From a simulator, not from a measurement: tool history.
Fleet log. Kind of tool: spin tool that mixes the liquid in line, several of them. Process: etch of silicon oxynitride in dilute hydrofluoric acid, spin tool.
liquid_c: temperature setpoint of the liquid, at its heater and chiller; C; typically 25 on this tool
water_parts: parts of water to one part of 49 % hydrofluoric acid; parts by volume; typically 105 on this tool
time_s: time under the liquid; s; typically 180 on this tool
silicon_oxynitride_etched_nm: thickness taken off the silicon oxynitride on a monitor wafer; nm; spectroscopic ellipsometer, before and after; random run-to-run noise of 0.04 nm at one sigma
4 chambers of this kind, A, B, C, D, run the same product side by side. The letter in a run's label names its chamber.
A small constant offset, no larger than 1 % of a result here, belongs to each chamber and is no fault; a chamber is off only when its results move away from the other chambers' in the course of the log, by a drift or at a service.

run	hour	liquid_c	water_parts	time_s	read-back film thickness of the silicon oxynitride reference wafer, read on the same gauge (nm)	silicon_oxynitride_etched_nm
1D	11	25	105	180	80.015	5.1703
2B	25.4	25	105	180	80.005	5.2428
3A	36.6	25	105	180	80.03	5.19
4C	47.3	25	105	180	79.97	5.2835
# hour 50: chamber D: thermometer replaced
5C	60	25	105	180	80	5.1987
6D	74.3	25	80	180	80.007	6.9792
7A	88.6	25	80	180	80.028	7.0107
8B	102.2	25	80	180	80.009	7.0239
9B	115.2	25	80	180	80.007	6.8961
10C	130.8	25	105	180	79.963	5.2475
11D	144.9	25	105	180	80.03	5.2762
12A	157.3	25	105	180	79.98	5.2639
# hour 166.7: chamber A: hydrofluoric acid flow meter replaced
13A	169	25	105	180	79.996	5.1401
14B	183.8	25	105	180	79.98	5.1768
15C	192.2	25	105	180	79.994	5.2977
16D	201.9	25	105	180	79.978	5.3245
17D	211.3	21	105	180	79.993	4.4043
18B	218.5	21	105	180	79.993	4.3053
19C	231	21	105	180	79.972	4.3576
20A	246.5	21	105	180	79.992	4.3545
21D	258.2	22.5	105	80	80.028	2.1537
22A	272.6	22.5	105	80	79.968	2.077
23B	285.5	22.5	105	80	80.004	2.0722
24C	293.9	22.5	105	80	80.002	2.0499
25C	306.1	25	135	265	79.984	5.9018
26A	319.3	25	135	265	79.969	5.8116
27D	330.6	25	135	265	80.006	6.0562
28B	340.5	25	135	265	79.988	5.8364
29A	348.9	25	155	180	79.975	3.3778
30C	363.1	25	155	180	79.986	3.409
31D	375.4	25	155	180	79.997	3.5541
32B	388.7	25	155	180	79.994	3.4405
33B	403.3	25	105	180	80.006	5.2052
34A	414.3	25	105	180	79.989	5.2363
# hour 419.1: chamber C: hydrofluoric acid flow meter replaced
35C	422.8	25	105	180	80.006	5.2088
36D	430.9	25	105	180	79.993	5.6025
37C	443.5	25	105	180	80.031	5.2965

Has any chamber moved away from the others, gradually or after a service, or does the common gauge drift, or do the chambers differ only by their own small steady offsets? State the chamber and the most likely cause if one applies.

Little by little, chamber D moves away from the other chambers.
Cause: hydrofluoric acid flow above the setpoint (%) = 7.51.

Which of the 4 candidates below, each the usual settings with something changed and its results left as question marks, puts chamber D back in line with what the other chambers give on the usual settings?
To be in line, a result may differ from the other chambers' mean on the usual settings by at most: silicon_oxynitride_etched_nm 0.14 nm
38D-1	454.8	24.5	105	180		?
38D-2	454.8	25.5	105	180		?
38D-3	454.8	25	105	170		?
38D-4	454.8	25	100	180		?

On the usual settings, the other chambers give on average: silicon_oxynitride_etched_nm 5.2362 nm
run	silicon_oxynitride_etched_nm
38D-1	5.4622
38D-2	5.7192
38D-3	5.279
38D-4	5.8974
38D-3 puts the chamber back in line with the other chambers.

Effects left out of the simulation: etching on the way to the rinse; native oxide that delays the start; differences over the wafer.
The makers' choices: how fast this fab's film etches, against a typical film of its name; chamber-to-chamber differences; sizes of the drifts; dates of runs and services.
